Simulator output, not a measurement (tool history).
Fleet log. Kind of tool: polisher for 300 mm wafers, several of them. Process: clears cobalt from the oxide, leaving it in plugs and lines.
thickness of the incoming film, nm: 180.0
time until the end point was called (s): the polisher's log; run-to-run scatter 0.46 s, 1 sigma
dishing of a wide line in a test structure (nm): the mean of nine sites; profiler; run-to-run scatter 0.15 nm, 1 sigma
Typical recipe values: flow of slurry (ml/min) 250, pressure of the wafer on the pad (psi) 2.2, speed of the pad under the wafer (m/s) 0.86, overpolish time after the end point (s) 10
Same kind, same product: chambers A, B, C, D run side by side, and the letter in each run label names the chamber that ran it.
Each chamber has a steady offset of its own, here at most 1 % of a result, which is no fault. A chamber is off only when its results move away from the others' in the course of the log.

run     day  flow of slurry (ml/min)  pressure of the wafer on the pad (psi)  speed of the pad under the wafer (m/s)  overpolish time after the end point (s)  wafers polished on this pad  hours since the slurry nozzle was cleaned  hours since the head pressure was calibrated  time until the end point was called (s)  dishing of a wide line in a test structure (nm)
      0.017  -- chamber B: worn pad replaced by a new one
 1A   0.358                      250                                     2.2                                    0.86                                       10                          995                                      159.7                                         898.8                                   35.779                                           8.2253
 2B   0.675                      250                                     2.2                                    0.86                                       10                          189                                      144.6                                         165.8                                   35.892                                           8.1611
      0.908  -- chamber A: head pressure recalibrated
 3D   1.138                      250                                     2.2                                    0.86                                       10                          695                                       58.7                                          90.5                                   36.071                                           8.3703
      1.317  -- chamber A: worn pad replaced by a new one
 4C   1.575                      250                                     2.2                                    0.86                                       10                          745                                      159.1                                         543.9                                    35.93                                           8.1675
 5A   2.042                      250                                     2.2                                    0.86                                       10                          209                                      200.1                                          27.2                                   35.375                                           8.2647
      2.462  -- chamber C: worn pad replaced by a new one
 6C   2.525                      250                                     2.2                                    0.86                                       10                           19                                      181.9                                         566.7                                    36.24                                           8.3187
      2.679  -- chamber B: worn pad replaced by a new one
 7D     2.9                      250                                     2.2                                    0.86                                       10                         1202                                        101                                         132.8                                   36.211                                           8.0561
 8B   3.383                      250                                     2.2                                    0.86                                       10                          204                                      209.6                                         230.8                                   35.944                                           8.4028
 9A   3.825                      250                                     2.2                                    0.86                                       10                          723                                      242.9                                            70                                   35.202                                           8.3305
10C    4.25                      250                                     2.2                                    0.86                                       10                          515                                      223.3                                         608.1                                   35.007                                           8.4747
      4.446  -- chamber D: worn pad replaced by a new one
11B   4.492                      250                                     2.2                                    0.86                                       10                          523                                      236.2                                         257.4                                   35.915                                           8.1556
12D   4.946                      250                                     2.2                                    0.86                                       10                          144                                      150.1                                         181.9                                   34.814                                           8.5305
13D   5.375                      250                                     2.2                                    0.86                                       10                          268                                      160.4                                         192.2                                   34.964                                           8.2171
14A   5.608                      250                                     2.2                                    0.86                                       10                         1236                                      285.7                                         112.8                                   36.009                                           8.2513
      5.612  -- chamber C: worn pad replaced by a new one
      5.904  -- chamber A: worn pad replaced by a new one
15C   5.962                      250                                     2.2                                    0.86                                       10                          101                                      264.4                                         649.2                                   35.574                                           8.1234
      6.158  -- chamber B: worn pad replaced by a new one
16B   6.412                      250                                     2.2                                    0.86                                       10                           73                                      282.3                                         303.5                                    34.87                                            8.367
17A   6.692                      250                                     2.2                                    0.86                                       10                          227                                      311.7                                         138.8                                   35.652                                           8.2888
18B   7.071                      170                                     2.6                                    0.86                                       10                          263                                      298.1                                         319.3                                   32.164                                           8.3667
19D   7.533                      170                                     2.6                                    0.86                                       10                          889                                      212.2                                           244                                   31.909                                           8.3163
20C   7.838                      170                                     2.6                                    0.86                                       10                          641                                      309.4                                         694.2                                   31.313                                           8.1764
21A   8.333                      170                                     2.6                                    0.86                                       10                          700                                      351.1                                         178.2                                    31.69                                            8.421
      8.533  -- chamber C: slurry nozzle cleaned
22C   8.717                      330                                     2.2                                    0.86                                       10                          894                                        4.4                                         715.3                                   34.119                                            8.465
      8.975  -- chamber C: worn pad replaced by a new one
      9.088  -- chamber D: worn pad replaced by a new one
23B   9.208                      330                                     2.2                                    0.86                                       10                          879                                      349.4                                         370.6                                   34.311                                           8.5262
      9.296  -- chamber B: worn pad replaced by a new one
24D   9.496                      330                                     2.2                                    0.86                                       10                          118                                      259.3                                         291.1                                    34.03                                           8.3806
25D     9.8                      330                                     2.2                                    0.86                                       10                          205                                      266.6                                         298.4                                   34.956                                           8.2038
      9.954  -- chamber A: worn pad replaced by a new one
26B  10.162                      250                                     2.2                                    0.86                                       10                          249                                      372.3                                         393.5                                   36.143                                            8.186
27C  10.621                      250                                     2.2                                    0.86                                       10                          474                                       50.1                                           761                                   35.139                                           8.3894
28A  11.012                      250                                     2.2                                    0.86                                       10                          305                                      415.4                                         242.5                                   36.171                                           8.2063
     11.396  -- chamber D: slurry nozzle cleaned
29C  11.496                      290                                     2.2                                    0.86                                        4                          726                                       71.1                                           782                                   35.228                                           7.6222
30A  11.879                      290                                     2.2                                    0.86                                        4                          554                                      436.2                                         263.3                                   35.196                                           7.7541
     11.983  -- chamber B: worn pad replaced by a new one
31D  12.325                      290                                     2.2                                    0.86                                        4                          933                                       22.4                                           359                                   36.021                                            7.432
     12.617  -- chamber C: worn pad replaced by a new one
32B  12.625                      290                                     2.2                                    0.86                                        4                          185                                      431.4                                         452.6                                   34.703                                           7.3321
33D  12.983                      250                                     2.2                                    0.86                                       10                         1122                                       38.2                                         374.8                                   36.191                                           8.3799
34C  13.242                      250                                     2.2                                    0.86                                       10                          180                                        113                                         823.9                                   35.886                                           8.2105
35B  13.621                      250                                     2.2                                    0.86                                       10                          472                                      455.3                                         476.5                                   35.809                                           8.3354
36A    14.1                      250                                     2.2                                    0.86                                        7                         1194                                      489.5                                         316.6                                   35.878                                           8.3261
37A  14.533                      250                                     2.2                                    0.86                                        7                         1319                                      499.9                                           327                                   35.603                                           8.1863
     14.762  -- chamber D: worn pad replaced by a new one
38C  14.829                      250                                     2.2                                    0.86                                        7                          637                                      151.1                                           862                                   35.167                                           8.1766
39D  15.154                      250                                     2.2                                    0.86                                        7                          113                                       90.3                                         426.9                                   35.462                                           8.1473

Next, all 4 chambers run the settings below, one line each with question marks for the results. What does each chamber give?
40A  15.525                      250                                     2.2                                    0.86                                       10                                                                                                                                                              ?                                                ?
40B  15.525                      250                                     2.2                                    0.86                                       10                                                                                                                                                              ?                                                ?
40C  15.525                      250                                     2.2                                    0.86                                       10                                                                                                                                                              ?                                                ?
40D  15.525                      250                                     2.2                                    0.86                                       10                                                                                                                                                              ?                                                ?

run  time until the end point was called (s)  dishing of a wide line in a test structure (nm)
40A                                   35.254                                           8.3808
40B                                   36.083                                           8.4187
40C                                   35.555                                           8.2619
40D                                   35.215                                           8.4128
